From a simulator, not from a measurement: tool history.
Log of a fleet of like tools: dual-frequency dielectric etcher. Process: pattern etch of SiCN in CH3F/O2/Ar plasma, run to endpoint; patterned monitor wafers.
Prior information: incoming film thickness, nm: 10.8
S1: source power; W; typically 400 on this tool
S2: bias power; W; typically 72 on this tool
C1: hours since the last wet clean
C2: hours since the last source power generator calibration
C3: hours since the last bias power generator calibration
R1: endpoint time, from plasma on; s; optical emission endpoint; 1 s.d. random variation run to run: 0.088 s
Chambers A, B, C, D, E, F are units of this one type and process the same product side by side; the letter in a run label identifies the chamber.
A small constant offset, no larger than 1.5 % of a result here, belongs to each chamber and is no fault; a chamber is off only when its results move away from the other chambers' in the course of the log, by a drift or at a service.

run	hour	S1	S2	C1	C2	C3	R1
1F	8.6	400	72	79.0	2792.3	917.9	28.772
2A	16.8	400	72	170.9	2534.3	425.6	28.492
3E	22.8	400	72	275.6	1844.7	661.8	28.501
4C	27.4	400	72	204.9	1106.6	2478.5	29.009
5B	35.4	400	72	443.9	1426.3	185.5	28.709
6D	40.5	400	72	377.2	1130.7	949.5	28.789
7D	47.0	400	72	383.7	1137.2	956.0	28.641
8C	54.8	400	72	232.3	1134.0	2505.9	29.011
9B	63.4	400	72	471.9	1454.3	213.5	28.834
10E	72.0	400	72	324.8	1893.9	711.0	28.337
11A	79.4	400	72	233.5	2596.9	488.2	28.663
12F	84.5	400	72	154.9	2868.2	993.8	28.743
13C	89.2	400	72	266.7	1168.4	2540.3	28.963
14A	96.0	400	72	250.1	2613.5	504.8	28.666
15F	100.2	400	72	170.6	2883.9	1009.5	28.724
16E	105.0	400	72	357.8	1926.9	744.0	28.548
17D	110.8	400	72	447.5	1201.0	1019.8	28.914
18B	117.1	400	72	525.6	1508.0	267.2	28.712
19F	123.4	400	72	193.8	2907.1	1032.7	28.705
20C	132.5	400	72	310.0	1211.7	2583.6	28.951
21B	137.7	400	72	546.2	1528.6	287.8	28.569
# hour 141.8: chamber B: wet clean of the chamber
22E	144.1	400	72	396.9	1966.0	783.1	28.354
23D	150.3	400	72	487.0	1240.5	1059.3	28.620
24A	159.7	400	72	313.8	2677.2	568.5	28.663
25B	169.4	400	72	27.6	1560.3	319.5	27.697
26C	174.5	400	72	352.0	1253.7	2625.6	28.743
# hour 182.3: chamber D: wet clean of the chamber
27A	184.3	300	55	338.4	2701.8	593.1	34.842
28D	193.1	300	55	10.8	1283.3	1102.1	35.255
29E	198.9	300	55	451.7	2020.8	837.9	34.993
30F	207.3	300	55	277.7	2991.0	1116.6	35.078
# hour 210.9: chamber C: wet clean of the chamber
31F	214.1	300	55	284.5	2997.8	1123.4	35.155
32E	219.4	300	55	472.2	2041.3	858.4	34.929
33B	228.7	400	72	86.9	1619.6	378.8	27.652
34C	236.4	400	72	25.5	1315.6	2687.5	28.972
35A	242.2	400	72	396.3	2759.7	651.0	28.585
36D	246.8	400	72	64.5	1337.0	1155.8	28.716
37D	255.8	340	89	73.5	1346.0	1164.8	28.175
38C	263.6	340	89	52.7	1342.8	2714.7	28.516

Has any chamber moved away from the others, gradually or after a service, or does the common gauge drift, or do the chambers differ only by their own small steady offsets? State the chamber and the most likely cause if one applies.

Chamber B came out of a service off from its peers and stayed that way.
Cause: etch rate over this chamber's usual, % = 3.15.

Chamber B could run next with any of the 4 candidate recipes listed below; each alters the usual settings, and their results appear as question marks. Which one brings its results back in line with what the other chambers deliver on the usual settings?
In-line tolerance around the mean of the other chambers on the usual settings: R1 0.310 s
39B-1	270.6	390	71				?
39B-2	270.6	400	78				?
39B-3	270.6	380	69				?
39B-4	270.6	410	73				?

Average result of the remaining chambers running the usual settings: R1 28.690 s
run	R1
39B-1	28.247
39B-2	27.059
39B-3	28.810
39B-4	27.456
It is 39B-3 that realigns the chamber with its peers.
